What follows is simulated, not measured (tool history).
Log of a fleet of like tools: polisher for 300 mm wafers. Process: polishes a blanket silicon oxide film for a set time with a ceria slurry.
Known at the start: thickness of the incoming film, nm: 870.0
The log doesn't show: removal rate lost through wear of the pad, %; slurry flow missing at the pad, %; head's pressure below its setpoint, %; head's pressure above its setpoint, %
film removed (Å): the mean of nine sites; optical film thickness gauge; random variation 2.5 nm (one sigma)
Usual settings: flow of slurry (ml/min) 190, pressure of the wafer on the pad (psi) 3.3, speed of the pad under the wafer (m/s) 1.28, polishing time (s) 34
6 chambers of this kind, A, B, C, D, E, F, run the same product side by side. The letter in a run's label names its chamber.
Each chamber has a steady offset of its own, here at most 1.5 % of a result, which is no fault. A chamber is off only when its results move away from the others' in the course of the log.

run,hour,flow of slurry (ml/min),pressure of the wafer on the pad (psi),speed of the pad under the wafer (m/s),polishing time (s),wafers polished on this pad,hours since the slurry nozzle was cleaned,hours since the head pressure was calibrated,film removed (Å)
# hour 3.4: chamber E: worn pad replaced by a new one
1E,6.1,190,3.3,1.28,34,38,595.3,55.5,1754.5
# hour 8.6: chamber B: slurry nozzle cleaned
2C,11.4,190,3.3,1.28,34,242,66.7,358.6,1698.4
# hour 14.7: chamber A: worn pad replaced by a new one
# hour 18.7: chamber B: worn pad replaced by a new one
3D,19.8,190,3.3,1.28,34,848,89.9,647.6,1710.8
4B,25.7,190,3.3,1.28,34,99,17.2,428.8,1709.5
5F,32.4,190,3.3,1.28,34,956,249.9,433.0,1651.8
# hour 33.2: chamber F: worn pad replaced by a new one
# hour 33.2: chamber D: worn pad replaced by a new one
6A,37.1,190,3.3,1.28,34,315,694.3,782.6,1710.4
7B,41.4,190,3.3,1.28,34,319,32.9,444.5,1690.9
8C,48.4,190,4.2,1.28,28,761,103.7,395.6,1771.5
# hour 53.7: chamber C: worn pad replaced by a new one
9A,55.0,190,4.2,1.28,28,566,712.2,800.5,1797.7
10E,62.2,190,4.2,1.28,28,825,651.4,111.6,1804.2
# hour 62.9: chamber E: worn pad replaced by a new one
11F,66.0,190,4.2,1.28,28,461,283.5,466.6,1745.7
# hour 73.7: chamber C: head pressure recalibrated
12D,73.8,190,4.2,1.28,28,570,143.9,701.6,1825.6
13C,81.0,190,4.2,1.28,28,383,136.3,7.4,1830.0
# hour 85.3: chamber B: worn pad replaced by a new one
14F,87.4,190,3.3,1.28,34,762,304.9,488.0,1708.3
15E,93.6,190,3.3,1.28,34,432,682.8,143.0,1722.9
16D,98.1,190,3.3,1.28,34,911,168.2,725.9,1733.7
# hour 98.7: chamber C: worn pad replaced by a new one
# hour 99.7: chamber A: worn pad replaced by a new one
# hour 100.1: chamber F: worn pad replaced by a new one
17A,105.6,190,3.3,1.28,34,84,762.8,851.1,1650.2
18B,113.5,190,3.3,1.28,34,396,105.0,516.6,1715.9
# hour 115.3: chamber F: slurry nozzle cleaned
19F,117.5,190,3.3,1.28,34,244,2.3,518.1,1703.2
# hour 118.3: chamber E: worn pad replaced by a new one
# hour 121.3: chamber D: worn pad replaced by a new one
20C,125.6,190,3.3,1.28,34,378,180.9,52.0,1697.1
21E,131.5,190,3.3,1.28,34,185,720.7,180.9,1733.5
22A,138.8,190,3.3,1.28,34,550,796.0,884.3,1737.3
23B,144.2,190,3.3,1.28,34,827,135.7,547.3,1735.6
# hour 146.6: chamber B: worn pad replaced by a new one
# hour 148.8: chamber C: worn pad replaced by a new one
24D,149.2,190,3.3,1.28,34,391,219.3,777.0,1740.3
25E,153.4,190,3.3,0.88,34,492,742.6,202.8,1168.7
26F,160.5,190,3.3,0.88,34,848,45.3,561.1,1164.0
# hour 164.4: chamber E: worn pad replaced by a new one
27A,167.4,190,3.3,0.88,34,951,824.6,912.9,1176.5
# hour 169.8: chamber F: worn pad replaced by a new one
28D,171.3,190,3.3,0.88,34,702,241.4,799.1,1195.6
29B,176.4,190,3.3,0.88,34,419,167.9,579.5,1176.0
# hour 183.2: chamber A: worn pad replaced by a new one
30C,184.1,190,3.3,0.88,34,496,239.4,110.5,1166.4
31E,190.1,190,3.3,1.28,34,361,779.3,239.5,1722.9
# hour 194.3: chamber A: slurry nozzle cleaned
32D,197.0,190,3.3,1.28,34,1063,267.1,824.8,1691.4
# hour 199.7: chamber C: worn pad replaced by a new one
33F,203.5,190,3.3,1.28,34,473,88.3,604.1,1730.8
34B,207.8,190,3.3,1.28,34,860,199.3,610.9,1702.8
# hour 208.2: chamber D: worn pad replaced by a new one
# hour 208.5: chamber B: worn pad replaced by a new one
35A,214.1,190,3.3,1.28,34,434,19.9,959.6,1695.9
# hour 216.5: chamber E: worn pad replaced by a new one
36C,219.1,190,3.3,1.28,34,273,274.4,145.5,1709.8
37C,227.5,190,3.3,1.28,34,391,282.8,153.9,1685.4
38B,235.9,190,3.3,1.28,34,384,227.4,639.0,1742.4
# hour 239.9: chamber F: worn pad replaced by a new one
39D,241.3,190,3.3,1.28,34,464,311.4,869.1,1695.7
40E,246.3,190,3.3,1.28,34,418,835.5,295.7,1707.6
41A,251.7,190,3.3,1.28,34,961,57.5,997.2,1676.5
# hour 255.7: chamber B: slurry nozzle cleaned
42F,255.9,190,3.3,1.28,34,225,140.7,656.5,1719.6
43B,262.1,225,3.3,1.28,40,752,6.5,665.2,1998.0

Is one chamber off against the others, does the gauge drift, or is nothing wrong? If a chamber is off, say which, and what the likeliest cause is.

No chamber stands off beyond its own small offset, and the gauge holds steady.
